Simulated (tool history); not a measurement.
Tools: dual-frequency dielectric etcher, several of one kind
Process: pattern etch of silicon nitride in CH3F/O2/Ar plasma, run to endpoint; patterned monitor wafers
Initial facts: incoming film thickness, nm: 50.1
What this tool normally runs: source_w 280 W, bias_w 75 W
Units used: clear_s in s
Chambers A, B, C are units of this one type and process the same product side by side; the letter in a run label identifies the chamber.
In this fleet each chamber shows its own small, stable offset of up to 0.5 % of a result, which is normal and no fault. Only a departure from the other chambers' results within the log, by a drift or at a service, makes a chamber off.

| run | hour | source_w | bias_w | hours since the last wet clean | hours since the last source power generator calibration | hours since the last bias power generator calibration | clear_s |
|---|---|---|---|---|---|---|---|
| 1B | 13.4 | 280 | 75 | 447.6 | 398 | 114.5 | 82.533 |
| 2C | 25.9 | 280 | 75 | 110.7 | 522.3 | 739.3 | 81.156 |
| 3A | 36.3 | 280 | 75 | 342.9 | 1058.1 | 2477.4 | 81.644 |
| 4C | 47.1 | 280 | 75 | 131.9 | 543.5 | 760.5 | 81.993 |
| 5A | 57.5 | 280 | 75 | 364.1 | 1079.3 | 2498.6 | 81.064 |
| 6B | 67.1 | 280 | 75 | 501.3 | 451.7 | 168.2 | 82.112 |
| 7B | 78.6 | 280 | 75 | 512.8 | 463.2 | 179.7 | 81.685 |
|  | 86.2 | chamber B: wet clean of the chamber |
| 8C | 90.4 | 280 | 75 | 175.2 | 586.8 | 803.8 | 81.527 |
| 9A | 103.4 | 280 | 75 | 410 | 1125.2 | 2544.5 | 81.542 |
| 10C | 111.8 | 280 | 75 | 196.6 | 608.2 | 825.2 | 80.953 |
| 11A | 118.1 | 280 | 75 | 424.7 | 1139.9 | 2559.2 | 81.637 |
| 12B | 128.4 | 220 | 75 | 42.3 | 513 | 229.5 | 89.219 |
| 13B | 139.7 | 220 | 75 | 53.6 | 524.3 | 240.8 | 88.906 |
| 14A | 149.4 | 220 | 75 | 456 | 1171.2 | 2590.5 | 90.119 |
| 15C | 157.8 | 280 | 75 | 242.6 | 654.2 | 871.2 | 82.249 |
| 16C | 170.6 | 280 | 75 | 255.4 | 667 | 884 | 82.201 |
| 17A | 177.7 | 280 | 75 | 484.3 | 1199.5 | 2618.8 | 81.451 |
|  | 188.3 | chamber A: wet clean of the chamber |
| 18B | 191.5 | 280 | 75 | 105.4 | 576.1 | 292.6 | 82.09 |
| 19A | 198.8 | 280 | 75 | 10.6 | 1220.6 | 2639.9 | 81.457 |
| 20C | 209.1 | 280 | 75 | 293.9 | 705.5 | 922.5 | 81.422 |
| 21B | 217.3 | 280 | 75 | 131.2 | 601.9 | 318.4 | 81.995 |
| 22C | 225.8 | 280 | 75 | 310.6 | 722.2 | 939.2 | 82.161 |
| 23B | 236.8 | 280 | 75 | 150.7 | 621.4 | 337.9 | 81.688 |
| 24A | 245.1 | 280 | 75 | 56.9 | 1266.9 | 2686.2 | 81.783 |
| 25C | 256.2 | 280 | 75 | 341 | 752.6 | 969.6 | 82.241 |
| 26B | 270.6 | 280 | 75 | 184.5 | 655.2 | 371.7 | 82.372 |
| 27A | 280.9 | 260 | 69 | 92.7 | 1302.7 | 2722 | 86.919 |
| 28C | 289.2 | 260 | 69 | 374 | 785.6 | 1002.6 | 86.461 |
| 29B | 302.2 | 260 | 69 | 216.1 | 686.8 | 403.3 | 87.133 |
| 30A | 310.9 | 280 | 75 | 122.7 | 1332.7 | 2752 | 81.659 |
| 31A | 321.1 | 230 | 60 | 132.9 | 1342.9 | 2762.2 | 94.831 |
|  | 325 | chamber C: wet clean of the chamber |
| 32B | 328.6 | 230 | 60 | 242.5 | 713.2 | 429.7 | 95.059 |
| 33C | 334.9 | 230 | 60 | 10 | 831.3 | 1048.3 | 94.401 |
| 34B | 341.9 | 210 | 66 | 255.8 | 726.5 | 443 | 94.55 |
| 35A | 356.3 | 210 | 66 | 168.1 | 1378.1 | 2797.4 | 94.4 |
| 36C | 368.6 | 210 | 66 | 43.7 | 865 | 1082 | 94.038 |
| 37A | 380.8 | 280 | 75 | 192.6 | 1402.6 | 2821.9 | 81.949 |
| 38C | 390 | 280 | 75 | 65.1 | 886.4 | 1103.4 | 80.766 |
| 39B | 404.4 | 340 | 87 | 318.3 | 789 | 505.5 | 71.64 |
|  | 407.7 | chamber A: bias power generator calibrated |
| 40A | 414 | 340 | 87 | 225.8 | 1435.8 | 6.4 | 71.755 |

Next, every chamber runs the same settings. What will each give?
| 41A | 424.5 | 280 | 75 |  |  |  | ? |
| 41B | 424.5 | 280 | 75 |  |  |  | ? |
| 41C | 424.5 | 280 | 75 |  |  |  | ? |

| run | clear_s |
|---|---|
| 41A | 81.224 |
| 41B | 81.56 |
| 41C | 81.271 |
